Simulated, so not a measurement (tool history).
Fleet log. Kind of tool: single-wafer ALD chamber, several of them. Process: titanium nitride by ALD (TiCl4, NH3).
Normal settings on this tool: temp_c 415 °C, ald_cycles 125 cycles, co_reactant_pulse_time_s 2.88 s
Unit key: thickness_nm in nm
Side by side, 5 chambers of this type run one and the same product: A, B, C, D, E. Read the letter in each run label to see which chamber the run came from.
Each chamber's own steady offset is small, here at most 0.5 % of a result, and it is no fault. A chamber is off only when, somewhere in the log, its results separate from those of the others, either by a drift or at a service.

run,day,temp_c,ald_cycles,co_reactant_pulse_time_s,hours since the last thermocouple change,"read-back reference wafer on the same gauge, thickness_nm",thickness_nm
1C,0.312,415,125,2.88,1470.2,3.0504,2.7979
2B,0.658,415,125,2.88,1527.9,3.0500,2.8061
3A,0.896,415,125,2.88,785.0,3.0478,2.7851
4D,1.154,415,125,2.88,2285.5,3.0488,2.8010
5E,1.458,415,125,2.88,345.7,3.0482,2.7935
6A,1.688,415,125,2.88,804.0,3.0472,2.7847
7B,1.942,415,147,2.13,1558.7,3.0468,3.2666
8E,2.179,415,147,2.13,363.0,3.0473,3.2499
9C,2.583,415,147,2.13,1524.7,3.0467,3.2632
10D,3.012,415,147,2.13,2330.1,3.0454,3.2594
11D,3.267,415,147,2.13,2336.2,3.0455,3.2543
12A,3.575,410,125,2.39,849.3,3.0452,2.7752
13B,3.817,410,125,2.39,1603.7,3.0448,2.7777
14E,4.054,410,125,2.39,408.0,3.0444,2.7702
15C,4.321,410,125,2.39,1566.4,3.0444,2.7705
16D,4.529,410,125,2.39,2366.5,3.0438,2.7744
17B,4.771,415,125,2.88,1626.6,3.0425,2.8002
# day 4.888: chamber B: thermocouple changed; heater temperature recalibrated
18C,4.975,415,125,2.88,1582.1,3.0431,2.7872
19A,5.192,404,125,2.88,888.1,3.0424,2.7836
20E,5.383,404,125,2.88,439.9,3.0426,2.7804
21A,5.717,404,125,2.88,900.7,3.0408,2.7727
22B,6.138,404,125,2.88,30.0,3.0405,2.7937
23D,6.375,404,125,2.88,2410.8,3.0400,2.7857
24E,6.592,415,125,2.88,468.9,3.0403,2.7767
25C,6.900,415,145,2.88,1628.3,3.0409,3.2323
26C,7.238,415,145,2.88,1636.4,3.0402,3.2279
27E,7.496,415,145,2.88,490.6,3.0394,3.2216
# day 7.808: chamber D: thermocouple changed; heater temperature recalibrated
28A,7.821,415,145,2.88,951.2,3.0383,3.2292
29D,8.042,415,145,2.88,5.6,3.0393,3.2329
30B,8.383,415,125,2.88,83.9,3.0380,2.7976
31E,8.575,415,125,2.88,516.5,3.0381,2.7749
32A,8.967,415,125,2.88,978.7,3.0374,2.7759
33C,9.362,415,125,2.88,1687.4,3.0377,2.7869
34D,9.588,415,125,2.88,42.7,3.0376,2.7867
35B,9.846,415,125,2.88,119.0,3.0365,2.7941
36D,10.088,415,125,2.88,54.7,3.0354,2.7854
37A,10.379,415,125,2.88,1012.6,3.0360,2.7763

Predict what each chamber gives when all 5 of them run the settings below next.
38A,10.692,402,125,2.88,,,?
38B,10.692,402,125,2.88,,,?
38C,10.692,402,125,2.88,,,?
38D,10.692,402,125,2.88,,,?
38E,10.692,402,125,2.88,,,?

run,thickness_nm
38A,2.7698
38B,2.7811
38C,2.7694
38D,2.7758
38E,2.7667

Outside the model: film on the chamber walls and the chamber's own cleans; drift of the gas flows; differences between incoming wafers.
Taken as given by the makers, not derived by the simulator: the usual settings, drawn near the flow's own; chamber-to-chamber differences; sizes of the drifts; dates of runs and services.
